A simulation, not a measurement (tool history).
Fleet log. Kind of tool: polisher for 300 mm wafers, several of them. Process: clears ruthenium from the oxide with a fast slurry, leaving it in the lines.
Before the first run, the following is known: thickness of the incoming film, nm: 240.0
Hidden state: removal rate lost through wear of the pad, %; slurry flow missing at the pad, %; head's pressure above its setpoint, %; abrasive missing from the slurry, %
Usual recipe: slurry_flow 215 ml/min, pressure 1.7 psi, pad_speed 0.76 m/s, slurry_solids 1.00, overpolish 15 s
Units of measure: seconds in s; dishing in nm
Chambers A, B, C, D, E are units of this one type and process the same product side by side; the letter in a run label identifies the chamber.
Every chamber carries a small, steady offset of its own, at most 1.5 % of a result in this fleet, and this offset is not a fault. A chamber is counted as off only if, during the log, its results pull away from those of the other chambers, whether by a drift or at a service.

| run | hour | slurry_flow | pressure | pad_speed | slurry_solids | overpolish | wafers polished on this pad | hours since the slurry nozzle was cleaned | hours since the head pressure was calibrated | hours since the slurry blender was calibrated | seconds | dishing |
|---|---|---|---|---|---|---|---|---|---|---|---|---|
|  | 7.0 | chamber E: worn pad replaced by a new one |
| 1A | 10.3 | 215 | 1.7 | 0.76 | 1.00 | 15 | 519 | 323.7 | 320.0 | 171.0 | 148.06 | 14.938 |
|  | 16.3 | chamber E: slurry blender recalibrated |
| 2D | 17.6 | 215 | 1.7 | 0.76 | 1.00 | 15 | 835 | 273.7 | 87.3 | 152.2 | 146.80 | 15.212 |
| 3C | 29.2 | 215 | 1.7 | 0.76 | 1.00 | 15 | 869 | 369.4 | 160.9 | 136.2 | 145.58 | 14.786 |
|  | 31.8 | chamber D: slurry nozzle cleaned |
| 4E | 45.1 | 215 | 1.7 | 0.76 | 1.00 | 15 | 313 | 363.0 | 303.5 | 28.9 | 146.90 | 14.945 |
|  | 49.3 | chamber E: head pressure recalibrated |
|  | 50.2 | chamber C: worn pad replaced by a new one |
|  | 55.9 | chamber B: worn pad replaced by a new one |
| 5B | 56.9 | 165 | 1.7 | 0.92 | 1.00 | 15 | 8 | 100.7 | 98.1 | 120.8 | 126.21 | 16.185 |
|  | 60.6 | chamber E: slurry nozzle cleaned |
| 6C | 67.5 | 165 | 1.7 | 0.92 | 1.00 | 15 | 142 | 407.7 | 199.2 | 174.5 | 125.14 | 16.829 |
|  | 74.7 | chamber A: head pressure recalibrated |
| 7A | 78.9 | 165 | 1.7 | 0.92 | 1.00 | 15 | 1083 | 392.3 | 4.2 | 239.6 | 125.54 | 15.805 |
|  | 80.3 | chamber D: worn pad replaced by a new one |
|  | 85.6 | chamber E: worn pad replaced by a new one |
| 8D | 90.3 | 165 | 1.7 | 0.92 | 1.00 | 15 | 82 | 58.5 | 160.0 | 224.9 | 123.37 | 16.176 |
| 9E | 104.0 | 165 | 1.7 | 0.92 | 1.00 | 15 | 151 | 43.5 | 54.7 | 87.8 | 124.60 | 16.519 |
|  | 108.3 | chamber A: slurry blender recalibrated |
|  | 111.3 | chamber A: worn pad replaced by a new one |
| 10B | 119.2 | 215 | 1.7 | 0.76 | 1.00 | 15 | 520 | 163.0 | 160.4 | 183.1 | 149.12 | 14.862 |
| 11E | 128.3 | 215 | 1.7 | 0.76 | 1.00 | 15 | 351 | 67.8 | 79.0 | 112.1 | 146.18 | 14.482 |
| 12A | 140.9 | 215 | 1.7 | 0.76 | 1.00 | 15 | 243 | 454.3 | 66.2 | 32.6 | 146.01 | 15.068 |
|  | 142.1 | chamber B: worn pad replaced by a new one |
|  | 144.0 | chamber B: slurry blender recalibrated |
| 13D | 155.7 | 215 | 1.7 | 0.76 | 1.00 | 15 | 620 | 123.9 | 225.4 | 290.3 | 146.80 | 14.530 |
| 14B | 168.4 | 215 | 1.7 | 0.76 | 1.00 | 15 | 216 | 212.2 | 209.6 | 24.4 | 146.81 | 14.177 |
|  | 171.3 | chamber C: worn pad replaced by a new one |
|  | 172.9 | chamber E: worn pad replaced by a new one |
| 15C | 176.1 | 215 | 1.7 | 0.76 | 1.00 | 15 | 39 | 516.3 | 307.8 | 283.1 | 145.12 | 15.089 |
| 16C | 188.4 | 215 | 1.7 | 0.76 | 1.00 | 15 | 141 | 528.6 | 320.1 | 295.4 | 146.39 | 14.952 |
|  | 198.4 | chamber C: slurry blender recalibrated |
| 17E | 201.9 | 215 | 1.7 | 0.76 | 1.00 | 15 | 239 | 141.4 | 152.6 | 185.7 | 146.30 | 14.974 |
| 18B | 215.0 | 215 | 1.7 | 0.76 | 1.00 | 15 | 599 | 258.8 | 256.2 | 71.0 | 149.70 | 14.631 |
|  | 216.4 | chamber D: worn pad replaced by a new one |
|  | 222.9 | chamber B: worn pad replaced by a new one |
| 19A | 224.7 | 215 | 1.2 | 0.76 | 1.25 | 15 | 932 | 538.1 | 150.0 | 116.4 | 188.27 | 13.167 |
|  | 229.2 | chamber E: slurry blender recalibrated |
|  | 235.2 | chamber B: head pressure recalibrated |
| 20D | 239.1 | 215 | 1.2 | 0.76 | 1.25 | 15 | 187 | 207.3 | 308.8 | 373.7 | 190.82 | 12.605 |
| 21A | 249.4 | 215 | 1.2 | 0.76 | 1.25 | 15 | 1135 | 562.8 | 174.7 | 141.1 | 190.83 | 12.651 |
|  | 262.5 | chamber D: head pressure recalibrated |
| 22C | 265.4 | 215 | 1.2 | 0.76 | 1.25 | 15 | 773 | 605.6 | 397.1 | 67.0 | 185.58 | 12.185 |
|  | 266.0 | chamber E: worn pad replaced by a new one |
|  | 266.7 | chamber A: worn pad replaced by a new one |
| 23D | 276.4 | 215 | 1.2 | 0.76 | 1.25 | 15 | 493 | 244.6 | 13.9 | 411.0 | 194.52 | 12.840 |
|  | 281.6 | chamber C: worn pad replaced by a new one |
|  | 282.0 | chamber D: slurry nozzle cleaned |
| 24E | 288.3 | 215 | 1.7 | 0.76 | 1.00 | 15 | 183 | 227.8 | 239.0 | 59.1 | 145.91 | 14.942 |
|  | 297.3 | chamber C: slurry nozzle cleaned |
| 25B | 297.8 | 215 | 1.7 | 0.76 | 1.00 | 15 | 615 | 341.6 | 62.7 | 153.8 | 149.00 | 14.619 |
| 26D | 311.9 | 215 | 1.7 | 0.76 | 1.00 | 15 | 785 | 30.0 | 49.4 | 446.5 | 153.25 | 14.938 |
|  | 313.1 | chamber B: worn pad replaced by a new one |
|  | 323.0 | chamber B: slurry nozzle cleaned |
| 27A | 323.2 | 215 | 1.7 | 0.76 | 1.00 | 15 | 464 | 636.6 | 248.5 | 214.9 | 146.04 | 14.880 |
| 28B | 333.0 | 215 | 1.7 | 0.76 | 1.00 | 15 | 164 | 10.1 | 97.9 | 189.0 | 149.62 | 14.877 |
| 29E | 340.5 | 215 | 1.7 | 0.76 | 1.00 | 15 | 612 | 280.0 | 291.2 | 111.3 | 145.33 | 14.738 |
| 30C | 350.0 | 215 | 1.7 | 0.76 | 1.00 | 20 | 562 | 52.8 | 481.7 | 151.6 | 147.25 | 18.580 |
|  | 351.7 | chamber B: slurry blender recalibrated |
|  | 358.9 | chamber E: worn pad replaced by a new one |
| 31C | 362.6 | 215 | 1.7 | 0.76 | 1.00 | 20 | 665 | 65.4 | 494.3 | 164.2 | 147.48 | 17.176 |
|  | 371.8 | chamber D: worn pad replaced by a new one |
| 32D | 376.4 | 215 | 1.7 | 0.76 | 1.00 | 20 | 37 | 94.5 | 113.9 | 511.0 | 155.69 | 17.653 |
|  | 377.6 | chamber E: slurry nozzle cleaned |
| 33B | 388.2 | 215 | 1.7 | 0.76 | 1.00 | 20 | 617 | 65.3 | 153.1 | 36.6 | 146.50 | 17.917 |
| 34E | 403.8 | 215 | 1.7 | 0.76 | 1.00 | 20 | 369 | 26.3 | 354.5 | 174.6 | 147.65 | 17.527 |
| 35A | 416.6 | 215 | 1.7 | 0.76 | 1.00 | 15 | 1232 | 730.0 | 341.9 | 308.3 | 147.62 | 14.450 |
| 36D | 424.8 | 215 | 1.7 | 0.76 | 1.00 | 15 | 435 | 142.9 | 162.3 | 559.4 | 162.11 | 13.951 |

For the next run the whole fleet of 5 chambers uses the same settings. Give each chamber's results:
| 37A | 436.7 | 215 | 1.7 | 0.76 | 1.00 | 18 |  |  |  |  | ? | ? |
| 37B | 436.7 | 215 | 1.7 | 0.76 | 1.00 | 18 |  |  |  |  | ? | ? |
| 37C | 436.7 | 215 | 1.7 | 0.76 | 1.00 | 18 |  |  |  |  | ? | ? |
| 37D | 436.7 | 215 | 1.7 | 0.76 | 1.00 | 18 |  |  |  |  | ? | ? |
| 37E | 436.7 | 215 | 1.7 | 0.76 | 1.00 | 18 |  |  |  |  | ? | ? |

| run | seconds | dishing |
|---|---|---|
| 37A | 148.04 | 16.058 |
| 37B | 147.51 | 16.779 |
| 37C | 149.05 | 15.791 |
| 37D | 160.63 | 16.412 |
| 37E | 145.81 | 17.292 |
